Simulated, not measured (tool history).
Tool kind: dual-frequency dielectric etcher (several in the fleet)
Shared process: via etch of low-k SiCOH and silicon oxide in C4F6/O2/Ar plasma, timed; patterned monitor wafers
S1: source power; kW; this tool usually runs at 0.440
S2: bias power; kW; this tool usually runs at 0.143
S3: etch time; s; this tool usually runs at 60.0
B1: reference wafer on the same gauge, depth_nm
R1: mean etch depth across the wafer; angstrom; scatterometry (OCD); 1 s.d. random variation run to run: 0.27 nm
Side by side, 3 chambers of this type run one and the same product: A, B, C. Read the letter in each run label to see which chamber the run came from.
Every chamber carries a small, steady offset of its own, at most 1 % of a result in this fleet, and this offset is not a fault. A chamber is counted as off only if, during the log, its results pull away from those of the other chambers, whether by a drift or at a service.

{"run": "1B", "hour": 9.5, "S1": 0.44, "S2": 0.143, "S3": 60.0, "B1": 186.03, "R1": 1626.3}
{"hour": 19.0, "done": "chamber C: wet clean of the chamber"}
{"run": "2C", "hour": 19.1, "S1": 0.44, "S2": 0.143, "S3": 60.0, "B1": 186.04, "R1": 1611.7}
{"run": "3A", "hour": 31.8, "S1": 0.44, "S2": 0.143, "S3": 60.0, "B1": 185.86, "R1": 1632.8}
{"run": "4C", "hour": 39.1, "S1": 0.44, "S2": 0.143, "S3": 60.0, "B1": 185.81, "R1": 1620.0}
{"run": "5B", "hour": 52.6, "S1": 0.44, "S2": 0.125, "S3": 43.0, "B1": 185.93, "R1": 1124.3}
{"run": "6A", "hour": 64.4, "S1": 0.44, "S2": 0.125, "S3": 43.0, "B1": 185.85, "R1": 1126.3}
{"run": "7A", "hour": 77.3, "S1": 0.44, "S2": 0.125, "S3": 43.0, "B1": 185.77, "R1": 1123.8}
{"run": "8B", "hour": 90.7, "S1": 0.44, "S2": 0.143, "S3": 60.0, "B1": 185.74, "R1": 1625.6}
{"run": "9C", "hour": 102.3, "S1": 0.44, "S2": 0.143, "S3": 60.0, "B1": 185.77, "R1": 1618.5}
{"run": "10C", "hour": 111.7, "S1": 0.44, "S2": 0.143, "S3": 60.0, "B1": 185.74, "R1": 1615.7}
{"run": "11B", "hour": 119.1, "S1": 0.44, "S2": 0.143, "S3": 60.0, "B1": 185.62, "R1": 1631.2}
{"run": "12A", "hour": 130.0, "S1": 0.44, "S2": 0.143, "S3": 60.0, "B1": 185.66, "R1": 1628.2}
{"run": "13C", "hour": 140.3, "S1": 0.44, "S2": 0.143, "S3": 60.0, "B1": 185.6, "R1": 1614.8}
{"run": "14B", "hour": 151.8, "S1": 0.44, "S2": 0.143, "S3": 60.0, "B1": 185.49, "R1": 1626.4}
{"run": "15A", "hour": 159.5, "S1": 0.44, "S2": 0.143, "S3": 60.0, "B1": 185.59, "R1": 1631.5}
{"run": "16B", "hour": 172.6, "S1": 0.44, "S2": 0.143, "S3": 60.0, "B1": 185.49, "R1": 1630.9}
{"hour": 179.5, "done": "chamber B: wet clean of the chamber"}
{"run": "17A", "hour": 181.8, "S1": 0.44, "S2": 0.143, "S3": 60.0, "B1": 185.53, "R1": 1628.5}
{"run": "18C", "hour": 193.2, "S1": 0.44, "S2": 0.143, "S3": 60.0, "B1": 185.51, "R1": 1612.6}
{"run": "19C", "hour": 201.3, "S1": 0.44, "S2": 0.143, "S3": 60.0, "B1": 185.47, "R1": 1609.3}
{"run": "20B", "hour": 211.1, "S1": 0.44, "S2": 0.143, "S3": 60.0, "B1": 185.36, "R1": 1624.6}
{"hour": 218.5, "done": "chamber A: wet clean of the chamber"}
{"run": "21A", "hour": 219.8, "S1": 0.44, "S2": 0.143, "S3": 60.0, "B1": 185.44, "R1": 1629.6}
{"run": "22B", "hour": 228.3, "S1": 0.44, "S2": 0.143, "S3": 60.0, "B1": 185.28, "R1": 1619.4}
{"run": "23C", "hour": 241.2, "S1": 0.44, "S2": 0.143, "S3": 60.0, "B1": 185.4, "R1": 1614.9}
{"run": "24A", "hour": 250.1, "S1": 0.44, "S2": 0.143, "S3": 60.0, "B1": 185.29, "R1": 1628.6}
{"run": "25C", "hour": 262.8, "S1": 0.44, "S2": 0.143, "S3": 51.0, "B1": 185.29, "R1": 1370.4}
{"run": "26B", "hour": 272.0, "S1": 0.44, "S2": 0.143, "S3": 51.0, "B1": 185.33, "R1": 1382.0}
{"run": "27A", "hour": 285.9, "S1": 0.44, "S2": 0.143, "S3": 51.0, "B1": 185.16, "R1": 1385.6}
{"run": "28A", "hour": 293.6, "S1": 0.44, "S2": 0.143, "S3": 60.0, "B1": 185.26, "R1": 1625.3}
{"run": "29B", "hour": 303.2, "S1": 0.36, "S2": 0.143, "S3": 67.0, "B1": 185.14, "R1": 1667.5}
{"run": "30C", "hour": 311.1, "S1": 0.36, "S2": 0.143, "S3": 67.0, "B1": 185.17, "R1": 1665.9}
{"run": "31A", "hour": 322.4, "S1": 0.36, "S2": 0.143, "S3": 67.0, "B1": 185.07, "R1": 1675.5}
{"run": "32C", "hour": 330.3, "S1": 0.44, "S2": 0.143, "S3": 60.0, "B1": 185.09, "R1": 1613.4}
{"run": "33B", "hour": 338.2, "S1": 0.44, "S2": 0.143, "S3": 60.0, "B1": 185.06, "R1": 1620.7}
{"run": "34C", "hour": 351.1, "S1": 0.44, "S2": 0.143, "S3": 71.5, "B1": 185.03, "R1": 1919.6}
{"hour": 353.2, "done": "chamber C: wet clean of the chamber"}
{"run": "35B", "hour": 358.7, "S1": 0.44, "S2": 0.143, "S3": 71.5, "B1": 184.89, "R1": 1926.5}
{"run": "36A", "hour": 371.9, "S1": 0.44, "S2": 0.143, "S3": 71.5, "B1": 184.98, "R1": 1935.3}
{"run": "37B", "hour": 380.2, "S1": 0.44, "S2": 0.143, "S3": 60.0, "B1": 184.89, "R1": 1617.6}
{"run": "38C", "hour": 391.5, "S1": 0.44, "S2": 0.143, "S3": 60.0, "B1": 184.85, "R1": 1613.1}
{"run": "39A", "hour": 399.4, "S1": 0.54, "S2": 0.143, "S3": 68.0, "B1": 184.89, "R1": 2005.9}
{"run": "40A", "hour": 412.2, "S1": 0.54, "S2": 0.143, "S3": 68.0, "B1": 184.85, "R1": 1992.0}
{"run": "41B", "hour": 423.7, "S1": 0.54, "S2": 0.143, "S3": 68.0, "B1": 184.79, "R1": 1992.1}
{"run": "42C", "hour": 431.4, "S1": 0.44, "S2": 0.143, "S3": 60.0, "B1": 184.85, "R1": 1606.9}
{"run": "43A", "hour": 440.5, "S1": 0.44, "S2": 0.143, "S3": 60.0, "B1": 184.71, "R1": 1625.0}

Decide between three cases: one chamber stands off from its peers, the gauge reading all wafers drifts, or nothing is wrong past each chamber's small offset. Where a chamber is off, say which and what most likely put it there.

Gauge drift. The chambers move together only on paper, and none stands off.
Likeliest cause: gauge reads low (%) = 0.68.
